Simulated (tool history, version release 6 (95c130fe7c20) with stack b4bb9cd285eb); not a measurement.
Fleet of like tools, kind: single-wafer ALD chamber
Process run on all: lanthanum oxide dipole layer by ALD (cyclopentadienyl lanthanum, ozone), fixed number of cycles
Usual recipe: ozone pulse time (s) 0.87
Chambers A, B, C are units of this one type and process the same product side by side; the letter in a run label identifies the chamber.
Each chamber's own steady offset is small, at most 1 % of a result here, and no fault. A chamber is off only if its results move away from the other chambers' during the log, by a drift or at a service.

run	day	ozone pulse time (s)	read-back reference wafer on the same gauge, thickness_nm	mean film thickness on the monitor wafer (angstrom)
1C	0.142	0.87	0.51614	4.7698
2A	0.242	0.87	0.51584	4.7869
3B	0.404	0.87	0.51639	4.7775
4C	0.529	0.87	0.51626	4.6937
5A	0.638	1.15	0.51593	5.2346
6B	0.754	1.15	0.5165	5.2479
7C	0.908	1.15	0.51644	5.16
8A	1.104	0.87	0.51567	4.727
9B	1.288	0.87	0.51562	4.7449
10B	1.471	0.87	0.51628	4.8043
11C	1.629	0.87	0.51617	4.6984
12A	1.75	1.13	0.51583	5.1703
13C	1.879	1.13	0.51584	5.1557
14A	2.083	1.13	0.51579	5.2145
15B	2.242	0.87	0.51648	4.7794
16B	2.354	0.63	0.51581	4.1487
17A	2.571	0.63	0.51538	4.1742
18C	2.788	0.63	0.51538	4.1524
19B	2.933	0.87	0.51588	4.8041
20C	3.154	0.87	0.51578	4.7718
21A	3.3	0.87	0.51564	4.7744
22C	3.421	0.87	0.51603	4.7015
23A	3.571	0.87	0.51599	4.8054
24B	3.692	0.87	0.51591	4.6695
# day 3.738: chamber C: thermocouple changed; heater temperature recalibrated
25A	3.858	0.87	0.51657	4.716
26C	3.988	0.72	0.51644	4.3829
27B	4.175	0.72	0.51518	4.3379
28A	4.396	0.72	0.51614	4.4309
29C	4.571	0.55	0.5163	3.8329
30B	4.75	0.55	0.51597	3.7318
31B	4.942	0.55	0.51573	3.7011
32A	5.121	0.87	0.51652	4.7924
33C	5.221	0.87	0.51629	4.6869
34C	5.404	0.87	0.51618	4.7158
35A	5.571	0.87	0.51529	4.8232
36B	5.762	0.87	0.51539	4.5916
37A	5.879	0.87	0.51553	4.793
# day 6.058: chamber A: ozone generator serviced
38B	6.067	0.87	0.51589	4.5577
39C	6.183	0.87	0.51628	4.7684
40A	6.346	0.87	0.51619	4.7695
41B	6.458	0.87	0.5153	4.5161
42C	6.575	0.87	0.51591	4.7179

All chambers now run identical settings, listed one chamber a line with results as question marks. What results will each chamber show?
43A	6.733	1.07		?
43B	6.733	1.07		?
43C	6.733	1.07		?

run	mean film thickness on the monitor wafer (angstrom)
43A	5.127
43B	4.8434
43C	5.0911

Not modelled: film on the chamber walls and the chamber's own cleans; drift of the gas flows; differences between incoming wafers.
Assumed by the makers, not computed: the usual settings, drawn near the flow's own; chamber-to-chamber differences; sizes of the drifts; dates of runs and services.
